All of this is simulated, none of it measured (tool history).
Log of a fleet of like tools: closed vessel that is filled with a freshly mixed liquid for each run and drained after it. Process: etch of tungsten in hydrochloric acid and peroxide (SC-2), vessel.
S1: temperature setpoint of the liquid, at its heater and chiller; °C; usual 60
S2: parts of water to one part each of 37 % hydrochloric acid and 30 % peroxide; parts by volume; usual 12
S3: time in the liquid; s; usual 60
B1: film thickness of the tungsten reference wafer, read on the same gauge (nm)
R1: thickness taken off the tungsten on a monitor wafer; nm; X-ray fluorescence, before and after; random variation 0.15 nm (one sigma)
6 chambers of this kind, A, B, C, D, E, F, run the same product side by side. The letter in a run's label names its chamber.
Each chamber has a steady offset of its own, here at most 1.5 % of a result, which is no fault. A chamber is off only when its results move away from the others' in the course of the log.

| run | hour | S1 | S2 | S3 | B1 | R1 |
|---|---|---|---|---|---|---|
| 1D | 4.6 | 60 | 12 | 60 | 50.004 | 18.584 |
| 2A | 11.8 | 60 | 12 | 60 | 50.011 | 18.423 |
| 3C | 19.2 | 60 | 12 | 60 | 50.009 | 18.304 |
| 4B | 25.4 | 60 | 12 | 60 | 49.996 | 18.033 |
|  | 27.4 | chamber A: chemicals flow meter replaced |
| 5F | 33.4 | 60 | 12 | 60 | 50.006 | 18.353 |
| 6E | 39.9 | 60 | 12 | 60 | 49.989 | 18.256 |
| 7F | 44.5 | 60 | 12 | 60 | 50.002 | 18.214 |
| 8E | 49.7 | 60 | 12 | 60 | 49.998 | 18.294 |
| 9D | 54 | 60 | 15.5 | 60 | 49.988 | 14.955 |
| 10A | 58.2 | 60 | 15.5 | 60 | 50.022 | 14.504 |
| 11C | 65.9 | 60 | 15.5 | 60 | 50.017 | 14.629 |
| 12B | 72.3 | 60 | 15.5 | 60 | 50.013 | 14.476 |
| 13D | 76.1 | 60 | 15.5 | 60 | 50.017 | 15.045 |
| 14E | 82.1 | 60 | 15.5 | 60 | 50.006 | 14.477 |
| 15B | 88.7 | 60 | 12 | 60 | 50 | 18.219 |
| 16F | 94 | 60 | 12 | 60 | 49.97 | 18.413 |
| 17A | 102.1 | 60 | 12 | 60 | 50.023 | 17.928 |
| 18C | 109.2 | 60 | 12 | 60 | 49.955 | 18.011 |
| 19C | 117.4 | 60 | 12 | 60 | 49.988 | 18.074 |
|  | 119.1 | chamber B: thermometer replaced |
| 20F | 123.2 | 60 | 14.5 | 45 | 50.025 | 11.589 |
|  | 126.6 | chamber B: new drum of peroxide connected |
| 21B | 130.8 | 60 | 14.5 | 45 | 50.007 | 11.614 |
| 22E | 137.4 | 60 | 14.5 | 45 | 50.005 | 11.214 |
| 23A | 144.3 | 60 | 14.5 | 45 | 50.007 | 11.429 |
| 24D | 150.4 | 60 | 14.5 | 45 | 50.014 | 11.767 |
| 25D | 155.4 | 60 | 14.5 | 45 | 49.962 | 12.029 |
| 26A | 159.7 | 60 | 8 | 60 | 50.011 | 25.423 |
| 27C | 167 | 60 | 8 | 60 | 49.986 | 25.836 |
| 28B | 174.1 | 60 | 8 | 60 | 49.999 | 25.684 |
| 29F | 180.7 | 60 | 8 | 60 | 49.984 | 25.686 |
| 30E | 186.2 | 60 | 8 | 60 | 49.984 | 23.737 |
| 31C | 193.8 | 60 | 8 | 60 | 50.004 | 25.567 |
|  | 194.8 | chamber F: thermometer replaced |
| 32E | 200.2 | 56 | 17.5 | 60 | 49.987 | 9.3921 |
| 33F | 208 | 56 | 17.5 | 60 | 50.01 | 10.36 |
| 34D | 212.2 | 56 | 17.5 | 60 | 50.004 | 10.386 |
| 35B | 215.9 | 56 | 17.5 | 60 | 49.98 | 10.047 |
| 36A | 220.2 | 56 | 17.5 | 60 | 49.997 | 10.183 |
| 37F | 226.6 | 56 | 17.5 | 60 | 49.992 | 10.109 |
| 38A | 233.5 | 60 | 12 | 60 | 50.015 | 18.374 |
| 39C | 240 | 60 | 15.5 | 60 | 49.987 | 14.641 |
| 40E | 247.4 | 60 | 15.5 | 60 | 50.004 | 13.406 |
| 41B | 252.7 | 60 | 15.5 | 60 | 50.007 | 14.432 |
| 42D | 259.9 | 60 | 15.5 | 60 | 49.988 | 14.835 |

What goes on in this fleet: one chamber off, a drifting gauge, or nothing beyond the chambers' own small offsets? Name the chamber and the cause, if any.

Chamber E drifts away from the others.
Cause: liquid colder than its thermometer reads (K) = 1.8.
The log may not tell that from: chemicals flow below the setpoint (%).

Here are 4 candidates for chamber E's next run, each the usual settings with a change, their results left as question marks. Which one brings its results back in line with what the others give on the usual settings?
In line means no further than this from the other chambers' mean on the usual settings: R1 0.52 nm
| 43E-1 | 265.9 | 60 | 12 | 75 |  | ? |
| 43E-2 | 265.9 | 60 | 13.5 | 60 |  | ? |
| 43E-3 | 265.9 | 58.5 | 12.5 | 55 |  | ? |
| 43E-4 | 265.9 | 61 | 11.5 | 60 |  | ? |

The other chambers' mean on the usual settings: R1 18.28 nm
| run | R1 |
|---|---|
| 43E-1 | 20.725 |
| 43E-2 | 14.99 |
| 43E-3 | 13.35 |
| 43E-4 | 18.298 |
43E-4 brings the chamber back in line.

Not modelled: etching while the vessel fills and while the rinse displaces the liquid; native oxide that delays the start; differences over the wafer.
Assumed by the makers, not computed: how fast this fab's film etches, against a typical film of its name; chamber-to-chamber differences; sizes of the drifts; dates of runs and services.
